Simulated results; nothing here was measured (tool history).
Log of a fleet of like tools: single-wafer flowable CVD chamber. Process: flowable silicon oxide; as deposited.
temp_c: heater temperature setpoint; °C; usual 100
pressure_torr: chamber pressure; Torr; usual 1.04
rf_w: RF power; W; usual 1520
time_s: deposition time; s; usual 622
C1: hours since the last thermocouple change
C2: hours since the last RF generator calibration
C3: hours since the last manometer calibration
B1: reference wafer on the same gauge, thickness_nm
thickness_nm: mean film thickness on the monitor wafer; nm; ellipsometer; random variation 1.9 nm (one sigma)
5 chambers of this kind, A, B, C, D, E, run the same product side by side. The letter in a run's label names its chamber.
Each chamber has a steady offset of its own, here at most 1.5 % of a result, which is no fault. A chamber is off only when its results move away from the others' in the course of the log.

run 1C hour=11.4 | temp_c=100 pressure_torr=1.04 rf_w=1520 time_s=622 | C1=109.3 C2=377.5 C3=498.3 | B1=520.12 | thickness_nm=481.79
run 2D hour=19.0 | temp_c=100 pressure_torr=1.04 rf_w=1520 time_s=622 | C1=1864.8 C2=866.1 C3=1243.5 | B1=519.50 | thickness_nm=489.37
-- hour=25.6 chamber D: capacitance manometer re-zeroed and calibrated
run 3B hour=28.1 | temp_c=100 pressure_torr=1.04 rf_w=1520 time_s=622 | C1=1662.2 C2=557.2 C3=323.8 | B1=520.49 | thickness_nm=485.25
run 4E hour=40.3 | temp_c=100 pressure_torr=1.04 rf_w=1520 time_s=622 | C1=181.7 C2=425.7 C3=892.0 | B1=520.26 | thickness_nm=489.35
run 5A hour=53.7 | temp_c=100 pressure_torr=1.04 rf_w=1520 time_s=622 | C1=79.6 C2=304.2 C3=2014.6 | B1=519.81 | thickness_nm=488.25
run 6E hour=66.0 | temp_c=100 pressure_torr=1.04 rf_w=1520 time_s=622 | C1=207.4 C2=451.4 C3=917.7 | B1=520.17 | thickness_nm=483.62
-- hour=67.8 chamber A: capacitance manometer re-zeroed and calibrated
run 7C hour=77.4 | temp_c=100 pressure_torr=1.04 rf_w=1520 time_s=622 | C1=175.3 C2=443.5 C3=564.3 | B1=519.93 | thickness_nm=482.23
run 8B hour=91.2 | temp_c=88 pressure_torr=1.04 rf_w=1330 time_s=622 | C1=1725.3 C2=620.3 C3=386.9 | B1=519.74 | thickness_nm=681.27
run 9D hour=100.2 | temp_c=88 pressure_torr=1.04 rf_w=1330 time_s=622 | C1=1946.0 C2=947.3 C3=74.6 | B1=519.68 | thickness_nm=690.94
-- hour=108.5 chamber B: thermocouple changed; heater temperature recalibrated
run 10A hour=111.2 | temp_c=88 pressure_torr=1.04 rf_w=1330 time_s=622 | C1=137.1 C2=361.7 C3=43.5 | B1=519.81 | thickness_nm=689.58
run 11E hour=124.0 | temp_c=88 pressure_torr=1.04 rf_w=1330 time_s=622 | C1=265.4 C2=509.4 C3=975.7 | B1=520.43 | thickness_nm=685.32
run 12A hour=135.5 | temp_c=88 pressure_torr=1.04 rf_w=1330 time_s=622 | C1=161.4 C2=386.0 C3=67.8 | B1=520.08 | thickness_nm=686.79
run 13B hour=141.9 | temp_c=100 pressure_torr=1.04 rf_w=1520 time_s=622 | C1=33.5 C2=671.0 C3=437.6 | B1=520.04 | thickness_nm=502.68
run 14D hour=151.9 | temp_c=100 pressure_torr=1.04 rf_w=1520 time_s=622 | C1=1997.7 C2=999.0 C3=126.3 | B1=520.10 | thickness_nm=483.26
run 15C hour=165.4 | temp_c=100 pressure_torr=1.04 rf_w=1520 time_s=501 | C1=263.3 C2=531.5 C3=652.3 | B1=520.47 | thickness_nm=392.14
run 16C hour=177.4 | temp_c=100 pressure_torr=1.04 rf_w=1520 time_s=501 | C1=275.3 C2=543.5 C3=664.3 | B1=519.58 | thickness_nm=389.01
run 17A hour=186.7 | temp_c=100 pressure_torr=1.04 rf_w=1520 time_s=501 | C1=212.6 C2=437.2 C3=119.0 | B1=520.36 | thickness_nm=393.42
run 18B hour=193.5 | temp_c=100 pressure_torr=1.04 rf_w=1520 time_s=501 | C1=85.1 C2=722.6 C3=489.2 | B1=520.32 | thickness_nm=405.31
run 19E hour=207.0 | temp_c=100 pressure_torr=1.04 rf_w=1520 time_s=501 | C1=348.4 C2=592.4 C3=1058.7 | B1=520.08 | thickness_nm=391.57
run 20D hour=218.0 | temp_c=100 pressure_torr=1.04 rf_w=1520 time_s=622 | C1=2063.8 C2=1065.1 C3=192.4 | B1=520.20 | thickness_nm=487.12
run 21B hour=229.4 | temp_c=100 pressure_torr=1.04 rf_w=1520 time_s=622 | C1=121.0 C2=758.5 C3=525.1 | B1=520.26 | thickness_nm=502.25
run 22D hour=243.4 | temp_c=100 pressure_torr=1.04 rf_w=1520 time_s=622 | C1=2089.2 C2=1090.5 C3=217.8 | B1=519.66 | thickness_nm=484.68
run 23A hour=252.9 | temp_c=100 pressure_torr=1.04 rf_w=1520 time_s=622 | C1=278.8 C2=503.4 C3=185.2 | B1=519.76 | thickness_nm=488.15
run 24E hour=259.5 | temp_c=100 pressure_torr=0.95 rf_w=1520 time_s=726 | C1=400.9 C2=644.9 C3=1111.2 | B1=519.91 | thickness_nm=507.34
run 25C hour=267.8 | temp_c=100 pressure_torr=0.95 rf_w=1520 time_s=726 | C1=365.7 C2=633.9 C3=754.7 | B1=519.37 | thickness_nm=507.67
run 26D hour=280.8 | temp_c=100 pressure_torr=0.95 rf_w=1520 time_s=726 | C1=2126.6 C2=1127.9 C3=255.2 | B1=520.08 | thickness_nm=513.63
run 27E hour=287.5 | temp_c=100 pressure_torr=0.95 rf_w=1520 time_s=726 | C1=428.9 C2=672.9 C3=1139.2 | B1=519.91 | thickness_nm=508.52
run 28C hour=294.3 | temp_c=100 pressure_torr=0.95 rf_w=1520 time_s=726 | C1=392.2 C2=660.4 C3=781.2 | B1=519.44 | thickness_nm=505.60
run 29B hour=306.4 | temp_c=100 pressure_torr=1.04 rf_w=1520 time_s=622 | C1=198.0 C2=835.5 C3=602.1 | B1=519.74 | thickness_nm=500.50
run 30A hour=314.7 | temp_c=100 pressure_torr=1.04 rf_w=1520 time_s=622 | C1=340.6 C2=565.2 C3=247.0 | B1=519.93 | thickness_nm=487.45
run 31D hour=325.5 | temp_c=100 pressure_torr=1.04 rf_w=1520 time_s=622 | C1=2171.3 C2=1172.6 C3=299.9 | B1=519.81 | thickness_nm=487.13

What goes on in this fleet: one chamber off, a drifting gauge, or nothing beyond the chambers' own small offsets? Name the chamber and the cause, if any.

A service left chamber B off against the others.
Cause: wafer temperature below the value expected at the setpoint (K) = 1.12.

Here are 4 candidates for chamber B's next run, each the usual settings with a change, their results left as question marks. Which one brings its results back in line with what the others give on the usual settings?
In line means no further than this from the other chambers' mean on the usual settings: thickness_nm 6.80 nm
run 32B-1 hour=335.9 | temp_c=100 pressure_torr=1.04 rf_w=1700 time_s=622 | thickness_nm=?
run 32B-2 hour=335.9 | temp_c=101 pressure_torr=1.04 rf_w=1515 time_s=622 | thickness_nm=?
run 32B-3 hour=335.9 | temp_c=100 pressure_torr=1.04 rf_w=1495 time_s=589 | thickness_nm=?
run 32B-4 hour=335.9 | temp_c=100 pressure_torr=1.04 rf_w=1840 time_s=622 | thickness_nm=?

The other chambers' mean on the usual settings: thickness_nm 485.98 nm
run=32B-1 thickness_nm=519.83
run=32B-2 thickness_nm=486.76
run=32B-3 thickness_nm=473.83
run=32B-4 thickness_nm=531.10
32B-2 brings the chamber back in line.

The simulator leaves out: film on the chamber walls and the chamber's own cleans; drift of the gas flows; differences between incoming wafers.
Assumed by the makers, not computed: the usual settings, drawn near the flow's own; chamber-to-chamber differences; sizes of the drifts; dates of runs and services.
